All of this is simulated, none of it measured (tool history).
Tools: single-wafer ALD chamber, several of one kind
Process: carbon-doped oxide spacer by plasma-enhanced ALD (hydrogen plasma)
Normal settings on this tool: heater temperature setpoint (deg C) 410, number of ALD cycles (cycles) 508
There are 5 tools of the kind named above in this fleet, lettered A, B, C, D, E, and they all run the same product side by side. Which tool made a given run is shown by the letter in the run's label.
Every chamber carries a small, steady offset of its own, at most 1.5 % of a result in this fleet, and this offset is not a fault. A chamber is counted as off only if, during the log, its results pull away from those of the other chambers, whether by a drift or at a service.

run	hour	heater temperature setpoint (deg C)	number of ALD cycles (cycles)	read-back reference wafer on the same gauge, thickness_nm	mean film thickness on the monitor wafer (nm)
1C	3.5	410	508	23.694	24.782
2B	8.3	410	508	23.699	24.817
3D	13.9	410	508	23.711	24.566
4A	19.7	410	508	23.693	24.575
5E	24.3	402	465	23.701	23.243
6B	27.4	402	465	23.695	23.341
7D	31	402	465	23.707	22.808
8C	34.7	402	465	23.69	23.291
9A	40.4	402	465	23.712	22.998
10E	44.9	424	542	23.703	25.451
11E	50	424	542	23.695	25.388
12C	54.4	424	542	23.711	25.359
13A	57.1	424	542	23.685	25.051
14D	62.4	424	542	23.706	25.159
15B	65.1	410	508	23.681	24.675
16A	70.6	410	589	23.683	28.572
# hour 75.2: chamber B: thermocouple changed; heater temperature recalibrated
17E	75.2	410	589	23.702	28.729
18C	81.2	410	589	23.704	28.873
19B	84	410	589	23.699	28.675
20D	89	410	589	23.71	28.48
21C	93.2	410	508	23.725	24.924
22E	97.3	410	508	23.718	24.797
23D	101	410	556	23.694	26.982
24A	106.7	410	556	23.699	26.644
25B	110.1	410	556	23.705	27.165
26C	114.5	410	556	23.69	27.167
27B	118.2	410	556	23.701	26.996
28E	124.1	410	508	23.698	25.018
29A	129.1	410	508	23.694	24.549
30D	132.2	410	508	23.693	24.477
31C	135.6	410	508	23.707	24.938
32E	139.2	410	508	23.709	24.96
33A	143.8	410	508	23.711	24.627
34D	149.5	403	573	23.707	28.28
35B	155.3	403	573	23.697	28.635
36C	160.5	403	573	23.704	28.579
37E	165.6	403	573	23.705	28.61
38B	170.5	403	573	23.716	28.644
39A	174.6	410	508	23.711	24.569
40D	178.3	410	508	23.692	24.661
41C	182.7	418	414	23.686	19.841
42D	188.1	418	414	23.721	19.509
43A	191.4	418	414	23.71	19.375

Each of the 5 chambers runs these same settings next. Fill in every chamber's results:
44A	195.7	410	557		?
44B	195.7	410	557		?
44C	195.7	410	557		?
44D	195.7	410	557		?
44E	195.7	410	557		?

run	mean film thickness on the monitor wafer (nm)
44A	27.059
44B	27.288
44C	27.196
44D	26.981
44E	27.369

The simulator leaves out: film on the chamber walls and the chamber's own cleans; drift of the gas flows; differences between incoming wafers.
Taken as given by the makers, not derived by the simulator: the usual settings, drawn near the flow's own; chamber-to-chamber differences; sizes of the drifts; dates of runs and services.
